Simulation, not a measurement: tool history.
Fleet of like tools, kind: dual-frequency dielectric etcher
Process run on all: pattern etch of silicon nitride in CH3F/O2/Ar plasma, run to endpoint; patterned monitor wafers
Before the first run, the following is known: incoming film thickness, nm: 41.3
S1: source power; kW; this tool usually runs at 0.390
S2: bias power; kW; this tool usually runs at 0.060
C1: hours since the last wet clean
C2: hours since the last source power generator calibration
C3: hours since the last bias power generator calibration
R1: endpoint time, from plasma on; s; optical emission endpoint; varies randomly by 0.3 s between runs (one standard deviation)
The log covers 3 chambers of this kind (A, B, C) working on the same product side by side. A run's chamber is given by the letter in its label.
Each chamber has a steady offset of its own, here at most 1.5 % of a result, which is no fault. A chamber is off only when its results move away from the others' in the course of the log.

run	hour	S1	S2	C1	C2	C3	R1
1B	4.1	0.390	0.060	167.0	831.7	4028.4	64.972
2C	8.9	0.390	0.060	159.2	712.9	2130.2	64.017
3A	13.5	0.390	0.060	263.9	139.7	1077.1	63.650
4B	18.1	0.390	0.060	181.0	845.7	4042.4	64.657
5C	22.1	0.390	0.060	172.4	726.1	2143.4	64.230
6A	28.9	0.390	0.060	279.3	155.1	1092.5	63.500
7B	32.7	0.390	0.060	195.6	860.3	4057.0	65.194
8C	39.5	0.390	0.060	189.8	743.5	2160.8	63.853
9A	46.8	0.470	0.074	297.2	173.0	1110.4	55.304
10C	51.1	0.470	0.074	201.4	755.1	2172.4	55.569
11B	55.3	0.470	0.074	218.2	882.9	4079.6	56.390
12A	59.2	0.390	0.060	309.6	185.4	1122.8	63.502
13B	63.9	0.390	0.060	226.8	891.5	4088.2	65.048
14A	67.7	0.390	0.060	318.1	193.9	1131.3	63.838
# hour 69.5: chamber A: wet clean of the chamber
15C	72.1	0.390	0.060	222.4	776.1	2193.4	64.686
16B	75.8	0.390	0.060	238.7	903.4	4100.1	64.924
17C	79.2	0.390	0.060	229.5	783.2	2200.5	64.352
18A	85.9	0.390	0.060	16.5	212.1	1149.5	61.969
19C	92.6	0.390	0.060	242.9	796.6	2213.9	64.697
20B	97.0	0.300	0.052	259.9	924.6	4121.3	75.049
21A	102.4	0.300	0.052	33.0	228.6	1166.0	71.937
22A	109.8	0.300	0.052	40.4	236.0	1173.4	71.417
23C	113.4	0.390	0.060	263.7	817.4	2234.7	63.805
24B	118.8	0.390	0.060	281.7	946.4	4143.1	64.936
25C	125.7	0.390	0.060	276.0	829.7	2247.0	64.192
26A	132.7	0.390	0.060	63.3	258.9	1196.3	61.731
27B	137.1	0.470	0.060	300.0	964.7	4161.4	60.317
28C	144.3	0.470	0.060	294.6	848.3	2265.6	58.865
29A	149.0	0.470	0.060	79.6	275.2	1212.6	57.160
30B	156.2	0.390	0.060	319.1	983.8	4180.5	64.588
31A	161.5	0.390	0.060	92.1	287.7	1225.1	62.130
32C	167.9	0.390	0.060	318.2	871.9	2289.2	64.342
33B	171.2	0.390	0.060	334.1	998.8	4195.5	64.694
34C	176.9	0.320	0.060	327.2	880.9	2298.2	69.101

Next, every chamber runs the same settings. What will each give?
35A	182.2	0.390	0.072				?
35B	182.2	0.390	0.072				?
35C	182.2	0.390	0.072				?

run	R1
35A	58.393
35B	61.322
35C	60.000
